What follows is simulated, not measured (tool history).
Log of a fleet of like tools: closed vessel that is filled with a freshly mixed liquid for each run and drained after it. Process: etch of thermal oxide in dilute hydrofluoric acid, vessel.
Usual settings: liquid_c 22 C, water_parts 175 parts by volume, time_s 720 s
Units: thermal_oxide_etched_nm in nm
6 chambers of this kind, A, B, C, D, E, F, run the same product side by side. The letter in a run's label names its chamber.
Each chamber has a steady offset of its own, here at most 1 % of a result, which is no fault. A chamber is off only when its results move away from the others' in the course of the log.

run,hour,liquid_c,water_parts,time_s,"read-back film thickness of the thermal oxide reference wafer, read on the same gauge (nm)",thermal_oxide_etched_nm
1F,7.2,22,175,720,90.018,17.499
2C,14.1,22,175,720,90.011,17.586
3D,18.8,22,175,720,90.004,17.369
4E,25.1,22,175,720,90.002,17.07
5A,29.8,22,175,720,89.992,17.301
6B,34.9,22,175,550,89.99,13.376
7E,39.6,22,175,550,89.999,13.163
8A,43.8,22,175,550,90.029,13.418
9D,47.8,22,175,550,90.03,13.192
10C,54.6,22,175,550,90.001,13.399
# hour 58.6: chamber F: thermometer replaced
11B,58.8,22,175,550,89.999,13.351
12F,63.5,22,175,720,89.983,17.642
13E,71.7,22,175,720,90.024,17.361
14A,76.2,22,175,720,89.973,17.662
15B,81.6,22,175,720,89.999,17.189
16C,89.9,22,175,720,90.073,17.498
17D,94.7,22,175,720,89.997,17.353
18F,100.4,22,175,720,89.983,17.729
19B,105.7,22,175,720,90.021,17.232
20E,110.8,22,175,720,90.027,17.397
# hour 114.8: chamber A: hydrofluoric acid flow meter replaced
21A,116.2,22,175,720,90.005,17.601
22D,120.7,22,175,720,89.997,16.978
23F,127.6,22,175,720,89.944,17.451
24C,132.5,24.5,175,720,89.994,19.787
# hour 137.9: chamber B: thermometer replaced
25C,141.6,24.5,175,720,89.945,19.965
26B,146.1,24.5,175,720,89.961,19.04
27D,151.2,24.5,175,720,90.033,18.756
28A,158.9,24.5,175,720,89.957,19.254
29E,166.4,24.5,175,720,90.01,18.993
30F,174,22,175,1045,89.965,25.705
31F,180.5,22,175,1045,90.039,25.854
32E,185.1,22,175,1045,90.014,25.093
33B,189.5,22,175,1045,90.004,25.367
34D,193.7,22,175,1045,90.022,25.116
# hour 194.9: chamber A: thermometer replaced
35A,202.9,22,175,1045,90.009,25.207
36C,209.2,22,175,720,89.948,18.623
37C,216.9,22,175,720,89.995,18.899
38E,223.1,22,175,720,89.979,17.142
39B,232.2,22,105,720,89.998,30.739
40A,240.7,22,105,720,89.973,30.971
41D,246.1,22,105,720,89.995,30.776
42F,255.1,22,105,720,90.024,31.38
43A,262.4,22,105,720,90.016,30.932

Is one chamber off against the others, does the gauge drift, or is nothing wrong? If a chamber is off, say which, and what the likeliest cause is.

Chamber C drifts away from the others.
Cause: hydrofluoric acid flow above the setpoint (%) = 9.76.
The log may not tell that from: liquid hotter than its thermometer reads (K).

Here are 4 candidates for chamber C's next run, each the usual settings with a change, their results left as question marks. Which one brings its results back in line with what the others give on the usual settings?
In line means no further than this from the other chambers' mean on the usual settings: thermal_oxide_etched_nm 0.48 nm
44C-1,269,22.5,160,795,,?
44C-2,269,21.5,190,645,,?
44C-3,269,22,185,680,,?
44C-4,269,22,165,760,,?

The other chambers' mean on the usual settings: thermal_oxide_etched_nm 17.373 nm
run,thermal_oxide_etched_nm
44C-1,24.318
44C-2,15.528
44C-3,17.225
44C-4,21.994
44C-3 brings the chamber back in line.
